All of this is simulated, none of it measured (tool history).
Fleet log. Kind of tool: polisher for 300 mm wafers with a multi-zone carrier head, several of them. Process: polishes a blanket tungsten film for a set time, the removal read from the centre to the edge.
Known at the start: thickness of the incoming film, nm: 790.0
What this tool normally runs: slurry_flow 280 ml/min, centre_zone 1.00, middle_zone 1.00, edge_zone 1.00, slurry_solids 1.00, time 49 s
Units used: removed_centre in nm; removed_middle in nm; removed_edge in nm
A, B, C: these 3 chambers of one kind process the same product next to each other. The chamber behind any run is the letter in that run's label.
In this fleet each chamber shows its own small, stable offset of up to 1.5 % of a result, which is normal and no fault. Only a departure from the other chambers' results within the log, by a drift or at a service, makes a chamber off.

run	hour	slurry_flow	centre_zone	middle_zone	edge_zone	slurry_solids	time	wafers polished on this pad	hours since the slurry nozzle was cleaned	hours since the centre zone pressure was calibrated	hours since the edge zone pressure was calibrated	removed_centre	removed_middle	removed_edge
1B	3.1	280	1.00	1.00	1.00	1.00	49	122	485.5	291.8	580.9	272.08	274.58	269.03
# hour 8.5: chamber A: worn pad replaced by a new one
2A	9.5	280	1.00	1.00	1.00	1.00	49	9	429.3	1056.1	200.3	272.14	266.37	275.61
3C	13.6	280	1.00	1.00	1.00	1.00	49	713	240.3	336.1	307.3	275.13	267.18	273.43
4B	17.0	280	1.00	1.00	1.00	1.00	49	249	499.4	305.7	594.8	275.18	268.47	272.88
5C	23.5	280	1.00	1.11	1.00	1.00	37	803	250.2	346.0	317.2	203.22	223.75	204.91
6A	27.2	280	1.00	1.11	1.00	1.00	37	170	447.0	1073.8	218.0	203.36	221.29	205.43
7A	32.5	280	1.00	1.11	1.00	1.00	37	219	452.3	1079.1	223.3	203.38	219.81	205.91
8B	35.7	280	1.00	1.00	1.00	1.00	49	419	518.1	324.4	613.5	268.84	270.62	270.11
# hour 35.9: chamber C: worn pad replaced by a new one
9C	41.1	280	1.00	1.00	1.00	1.00	49	48	267.8	363.6	334.8	277.33	268.54	274.40
10A	46.4	280	1.00	1.00	1.00	1.00	49	345	466.2	1093.0	237.2	271.62	264.96	273.82
11C	49.4	280	1.00	1.00	1.00	1.00	49	123	276.1	371.9	343.1	267.75	269.60	273.06
12B	53.3	280	1.00	1.00	1.00	1.00	49	580	535.7	342.0	631.1	274.24	263.47	273.58
13C	57.2	280	1.00	1.00	1.00	1.20	33	194	283.9	379.7	350.9	193.09	190.03	188.10
# hour 58.8: chamber C: slurry nozzle cleaned
14A	63.3	280	1.00	1.00	1.00	1.20	33	499	483.1	1109.9	254.1	190.91	185.28	186.37
15B	66.7	280	1.00	1.00	1.00	1.20	33	702	549.1	355.4	644.5	193.73	191.08	191.96
# hour 67.4: chamber A: centre zone pressure recalibrated
16A	71.7	280	1.00	1.00	1.00	1.00	49	576	491.5	4.4	262.5	245.43	272.55	272.06
17C	75.5	280	1.00	1.00	1.00	1.00	49	361	16.7	398.0	369.2	265.60	276.59	270.46
18B	79.4	280	1.00	1.00	1.00	1.00	49	818	561.8	368.1	657.2	268.51	268.71	274.19
19C	85.3	280	1.00	1.00	1.00	1.00	49	450	26.5	407.8	379.0	275.88	267.32	270.43
20B	90.0	280	1.00	1.00	1.00	1.00	49	914	572.4	378.7	667.8	263.25	269.98	273.62
21A	96.3	280	1.00	1.00	1.00	1.00	49	800	516.1	29.0	287.1	249.16	268.68	270.89
22A	103.2	280	1.00	1.00	1.00	1.00	49	863	523.0	35.9	294.0	240.92	266.41	267.78
23B	107.6	280	1.00	1.00	1.00	1.00	49	1075	590.0	396.3	685.4	270.38	274.27	274.02
24C	111.8	280	1.00	1.00	1.00	1.00	49	692	53.0	434.3	405.5	269.17	278.67	270.03
25B	115.2	280	1.00	1.06	1.09	1.00	49	1144	597.6	403.9	693.0	271.16	285.29	283.08
26C	121.1	280	1.00	1.06	1.09	1.00	49	777	62.3	443.6	414.8	270.57	284.65	288.79
# hour 122.5: chamber A: slurry nozzle cleaned
27A	125.7	280	1.00	1.06	1.09	1.00	49	1068	3.2	58.4	316.5	238.08	283.63	283.25
# hour 127.2: chamber B: worn pad replaced by a new one
# hour 131.2: chamber B: edge zone pressure recalibrated
28C	132.3	280	1.00	1.00	1.00	1.00	49	879	73.5	454.8	426.0	271.32	271.86	274.62
29B	136.3	280	1.00	1.00	1.00	1.00	49	83	618.7	425.0	5.1	269.89	273.66	271.56
# hour 137.0: chamber A: worn pad replaced by a new one
30A	140.6	280	1.00	1.00	1.00	1.00	49	33	18.1	73.3	331.4	243.53	268.35	273.75
31B	144.1	280	1.00	1.00	1.00	1.00	49	154	626.5	432.8	12.9	275.17	266.39	271.81
32C	148.5	280	1.00	1.00	1.00	1.00	49	1026	89.7	471.0	442.2	267.98	269.78	274.58
33A	152.0	280	1.00	1.00	0.89	0.75	49	137	29.5	84.7	342.8	232.70	247.73	235.35
34B	157.2	280	1.00	1.00	0.89	0.75	49	274	639.6	445.9	26.0	257.34	252.35	241.14
# hour 158.0: chamber C: worn pad replaced by a new one
35C	162.5	280	1.00	1.00	0.89	0.75	49	41	103.7	485.0	456.2	258.49	255.83	237.03
36A	168.7	280	1.06	1.00	1.00	1.00	49	289	46.2	101.4	359.5	266.78	265.88	269.68
37C	175.5	280	1.06	1.00	1.00	1.00	49	159	116.7	498.0	469.2	285.48	267.72	267.70
38A	179.2	280	1.06	1.00	1.00	1.00	49	385	56.7	111.9	370.0	264.21	265.60	271.48

Does one chamber stand apart from the rest, does the shared gauge drift, or is all well apart from small per-chamber offsets? Give the chamber and the most likely cause, where there is one.

A service on chamber A put it out of line with the rest.
Likeliest cause: centre zone's pressure below its setpoint, % = 9.47.

Below are 4 candidate recipes for chamber A's next run, each the usual settings with a change, their results shown as question marks. Which of them brings A's results back in line with what the other chambers give on the usual settings?
Maximum distance from the other chambers' mean on the usual settings for a result to count as in line: removed_centre 12.00 nm; removed_middle 14.00 nm; removed_edge 9.90 nm
39A-1	184.2	290	1.15	0.98	0.94	1.00	51					?	?	?
39A-2	184.2	275	0.92	1.01	1.03	1.00	48					?	?	?
39A-3	184.2	270	0.86	1.02	1.05	1.00	48					?	?	?
39A-4	184.2	285	1.08	0.99	0.97	1.00	50					?	?	?

On the usual settings, the other chambers give on average: removed_centre 271.77 nm; removed_middle 270.85 nm; removed_edge 271.90 nm
run	removed_centre	removed_middle	removed_edge
39A-1	298.36	272.47	273.78
39A-2	219.03	262.55	269.03
39A-3	202.92	264.51	271.36
39A-4	272.82	269.26	272.38
39A-4 brings the chamber back in line.
